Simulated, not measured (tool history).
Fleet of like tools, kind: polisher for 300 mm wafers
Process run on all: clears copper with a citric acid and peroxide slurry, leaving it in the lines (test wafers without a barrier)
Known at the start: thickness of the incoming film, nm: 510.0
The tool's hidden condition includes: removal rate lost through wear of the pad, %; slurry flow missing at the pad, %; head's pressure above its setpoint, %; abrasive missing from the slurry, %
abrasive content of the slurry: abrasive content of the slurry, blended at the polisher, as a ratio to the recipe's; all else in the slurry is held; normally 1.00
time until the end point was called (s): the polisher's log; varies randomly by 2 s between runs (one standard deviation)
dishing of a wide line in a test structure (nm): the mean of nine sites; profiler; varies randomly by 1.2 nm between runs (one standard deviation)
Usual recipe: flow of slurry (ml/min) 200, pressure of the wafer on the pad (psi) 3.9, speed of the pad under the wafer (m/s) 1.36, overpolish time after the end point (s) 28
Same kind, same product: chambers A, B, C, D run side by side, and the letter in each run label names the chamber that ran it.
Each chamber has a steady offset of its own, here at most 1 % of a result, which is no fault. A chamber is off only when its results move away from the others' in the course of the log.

run	day	flow of slurry (ml/min)	pressure of the wafer on the pad (psi)	speed of the pad under the wafer (m/s)	abrasive content of the slurry	overpolish time after the end point (s)	wafers polished on this pad	hours since the slurry nozzle was cleaned	hours since the head pressure was calibrated	hours since the slurry blender was calibrated	time until the end point was called (s)	dishing of a wide line in a test structure (nm)
1A	0.192	200	3.9	1.36	1.00	28	41	209.3	35.6	126.6	125.86	72.553
2C	0.400	200	3.9	1.36	1.00	28	412	45.2	948.4	26.7	125.99	72.727
3B	0.579	200	3.9	1.36	1.00	28	383	350.9	130.5	76.2	123.18	70.334
# day 0.696: chamber A: slurry blender recalibrated
4D	0.738	200	3.9	1.36	1.00	28	141	157.4	1047.1	287.6	122.71	71.665
5C	0.975	200	3.9	1.36	1.00	28	470	59.0	962.2	40.5	125.79	69.996
6A	1.192	200	3.9	1.36	1.00	28	142	233.3	59.6	12.0	124.01	72.504
7D	1.358	200	3.9	1.36	1.00	28	204	172.3	1062.0	302.5	126.44	71.962
# day 1.479: chamber D: slurry blender recalibrated
8B	1.646	200	3.9	1.36	1.00	28	491	376.5	156.1	101.8	124.36	71.368
9A	1.896	200	3.9	1.36	1.00	28	213	250.2	76.5	28.9	124.71	70.634
10C	2.058	200	3.9	1.36	1.00	28	580	85.0	988.2	66.5	126.35	72.141
11B	2.238	200	3.9	1.36	1.00	28	551	390.7	170.3	116.0	123.65	71.434
12D	2.417	200	3.9	1.36	1.00	28	311	197.7	1087.4	22.5	122.67	73.881
# day 2.454: chamber B: worn pad replaced by a new one
13D	2.712	200	3.9	1.36	1.00	28	341	204.8	1094.5	29.6	122.11	69.708
14B	2.954	200	3.9	1.36	1.00	28	50	407.9	187.5	133.2	126.18	72.519
15A	3.254	200	3.9	1.36	1.00	12	351	282.8	109.1	61.5	129.13	36.665
# day 3.400: chamber B: slurry nozzle cleaned
16C	3.438	200	3.9	1.36	1.00	12	720	118.1	1021.3	99.6	123.35	35.033
# day 3.538: chamber C: slurry blender recalibrated
17A	3.658	200	3.9	1.36	1.00	12	392	292.5	118.8	71.2	123.94	36.775
18C	3.804	200	3.9	1.36	1.00	12	757	126.9	1030.1	6.4	123.84	36.175
19B	4.029	200	3.9	1.36	1.00	28	160	15.2	213.3	159.0	120.27	70.458
20D	4.167	200	2.6	1.36	1.20	28	489	239.7	1129.4	64.5	178.94	53.479
21A	4.467	200	2.6	1.36	1.20	28	474	311.9	138.2	90.6	180.69	52.725
22B	4.638	200	2.6	1.36	1.20	28	221	29.8	227.9	173.6	171.71	52.524
23D	4.917	200	2.6	1.36	1.20	28	565	257.7	1147.4	82.5	180.37	51.787
24C	5.088	200	3.9	1.36	1.00	28	888	157.7	1060.9	37.2	124.57	71.544
# day 5.100: chamber C: head pressure recalibrated
# day 5.175: chamber C: worn pad replaced by a new one
25D	5.396	200	3.9	1.36	1.00	28	613	269.2	1158.9	94.0	124.44	75.124
26C	5.658	200	3.9	1.36	1.00	36	49	171.4	13.5	50.9	126.07	85.490
27A	5.846	200	3.9	1.36	1.00	36	614	345.0	171.3	123.7	123.80	86.026
# day 5.988: chamber A: slurry nozzle cleaned
28B	6.133	200	3.9	1.36	1.00	36	373	65.7	263.8	209.5	120.08	88.766
29D	6.283	200	3.9	1.36	1.00	36	703	290.5	1180.2	115.3	124.25	86.317
# day 6.508: chamber A: slurry blender recalibrated
30B	6.575	200	3.9	1.36	1.00	28	418	76.3	274.4	220.1	120.16	71.716
31C	6.804	200	3.9	1.36	1.00	28	165	198.9	41.0	78.4	124.42	74.084
32A	7.017	200	3.9	1.36	0.85	28	733	24.8	199.4	12.3	127.46	70.855
33C	7.292	200	3.9	1.36	0.85	28	215	210.6	52.7	90.1	127.32	69.212
34B	7.583	200	3.9	1.36	0.85	28	520	100.5	298.6	244.3	128.93	69.134
35A	7.733	200	3.9	1.36	0.85	28	806	42.0	216.6	29.5	128.76	68.686
36D	8.017	200	3.9	1.36	1.00	28	879	332.1	1221.8	156.9	121.05	74.555

Is one chamber off against the others, does the gauge drift, or is nothing wrong? If a chamber is off, say which, and what the likeliest cause is.

Beyond each chamber's small constant offset nothing stands out, and the gauge stays steady.

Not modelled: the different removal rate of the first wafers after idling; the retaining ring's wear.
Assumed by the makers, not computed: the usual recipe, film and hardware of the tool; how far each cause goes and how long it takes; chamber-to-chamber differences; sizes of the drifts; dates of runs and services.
